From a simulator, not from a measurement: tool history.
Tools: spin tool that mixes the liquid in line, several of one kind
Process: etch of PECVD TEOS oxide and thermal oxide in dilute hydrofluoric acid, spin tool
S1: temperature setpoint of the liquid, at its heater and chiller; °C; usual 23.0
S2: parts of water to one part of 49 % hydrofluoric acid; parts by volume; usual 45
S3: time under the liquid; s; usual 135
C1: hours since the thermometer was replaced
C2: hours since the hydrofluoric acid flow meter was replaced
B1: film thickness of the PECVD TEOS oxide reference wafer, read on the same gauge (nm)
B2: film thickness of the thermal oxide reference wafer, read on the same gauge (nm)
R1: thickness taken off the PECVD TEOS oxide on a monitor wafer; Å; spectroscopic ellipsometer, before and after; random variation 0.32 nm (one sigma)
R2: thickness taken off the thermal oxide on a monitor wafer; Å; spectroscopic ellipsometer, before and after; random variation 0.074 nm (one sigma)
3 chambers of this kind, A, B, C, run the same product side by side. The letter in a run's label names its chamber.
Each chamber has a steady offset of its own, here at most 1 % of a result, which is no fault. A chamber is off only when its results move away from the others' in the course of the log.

run	hour	S1	S2	S3	C1	C2	B1	B2	R1	R2
1B	5.2	23.0	45	135	905.4	349.9	139.99	140.00	439.30	144.190
# hour 6.2: chamber C: hydrofluoric acid flow meter replaced
2A	9.3	23.0	45	135	309.3	334.0	140.01	140.00	435.77	141.710
3C	13.3	23.0	45	135	1031.8	7.2	140.00	139.99	439.48	142.980
4C	18.7	23.0	45	135	1037.2	12.6	140.01	140.01	432.41	142.870
5B	21.6	23.0	45	135	921.8	366.3	140.01	140.01	443.60	143.970
6A	24.3	23.0	45	135	324.3	349.0	140.00	139.99	441.54	143.460
7A	27.8	23.0	45	135	327.8	352.5	140.00	140.02	442.05	142.580
8C	31.0	23.0	45	135	1049.5	24.9	139.97	139.97	442.15	143.000
9B	36.3	23.0	45	135	936.5	381.0	139.98	139.98	445.91	144.090
10B	40.8	23.0	45	135	941.0	385.5	140.03	140.02	445.22	144.220
11A	44.7	23.0	45	135	344.7	369.4	140.03	140.01	438.56	141.850
12C	47.7	23.0	45	135	1066.2	41.6	140.01	140.01	439.26	142.730
13C	50.8	25.5	25	135	1069.3	44.7	140.00	139.99	910.75	291.310
14A	53.8	25.5	25	135	353.8	378.5	139.99	140.00	894.57	290.820
15B	57.9	25.5	25	135	958.1	402.6	139.99	139.99	928.43	299.910
16C	61.1	23.0	45	135	1079.6	55.0	140.02	139.98	439.39	144.150
17B	65.1	23.0	45	135	965.3	409.8	139.99	140.00	437.88	144.140
18A	69.5	23.0	45	135	369.5	394.2	140.00	140.00	439.62	142.990
19A	73.2	23.0	45	135	373.2	397.9	140.00	140.00	442.57	142.320
20B	77.7	23.0	45	135	977.9	422.4	140.00	140.00	441.85	142.520
21C	80.3	23.0	45	135	1098.8	74.2	139.97	139.99	446.13	145.790
22A	85.9	23.0	45	135	385.9	410.6	139.99	140.00	444.31	141.570
23B	91.4	23.0	45	135	991.6	436.1	140.00	139.99	443.56	143.690
24C	93.9	23.0	45	135	1112.4	87.8	140.00	139.98	451.42	146.820
25C	96.4	23.0	45	55	1114.9	90.3	140.01	139.98	183.81	59.772
26B	101.1	23.0	45	55	1001.3	445.8	140.03	140.00	178.24	58.074
27A	105.9	23.0	45	55	405.9	430.6	139.99	140.00	180.87	57.521
28A	109.2	23.0	45	135	409.2	433.9	140.02	140.00	438.27	141.470
29C	113.3	23.0	45	135	1131.8	107.2	139.99	140.00	466.65	151.140
30B	118.9	23.0	45	135	1019.1	463.6	140.00	140.01	452.08	143.750
31C	124.4	23.0	45	135	1142.9	118.3	139.97	140.02	468.33	152.470
32B	128.4	27.5	45	135	1028.6	473.1	140.01	140.01	540.28	172.230
33A	133.2	27.5	45	135	433.2	457.9	140.00	140.01	535.88	171.920
34C	137.9	27.5	45	135	1156.4	131.8	139.99	139.99	562.91	181.930
35B	141.7	23.0	45	135	1041.9	486.4	140.01	140.00	445.57	144.940
36A	145.5	23.0	45	135	445.5	470.2	140.01	140.01	440.85	142.870
37B	150.0	23.0	45	135	1050.2	494.7	139.99	140.00	447.87	143.970
38A	154.2	23.0	45	135	454.2	478.9	140.02	140.00	434.93	143.010
39C	159.8	23.0	45	135	1178.3	153.7	140.00	139.99	480.51	156.380

All 3 chambers run these settings next. Forecast each chamber's results:
40A	163.9	23.0	45	135					?	?
40B	163.9	23.0	45	135					?	?
40C	163.9	23.0	45	135					?	?

run	R1	R2
40A	441.92	142.440
40B	441.84	144.510
40C	486.28	156.680
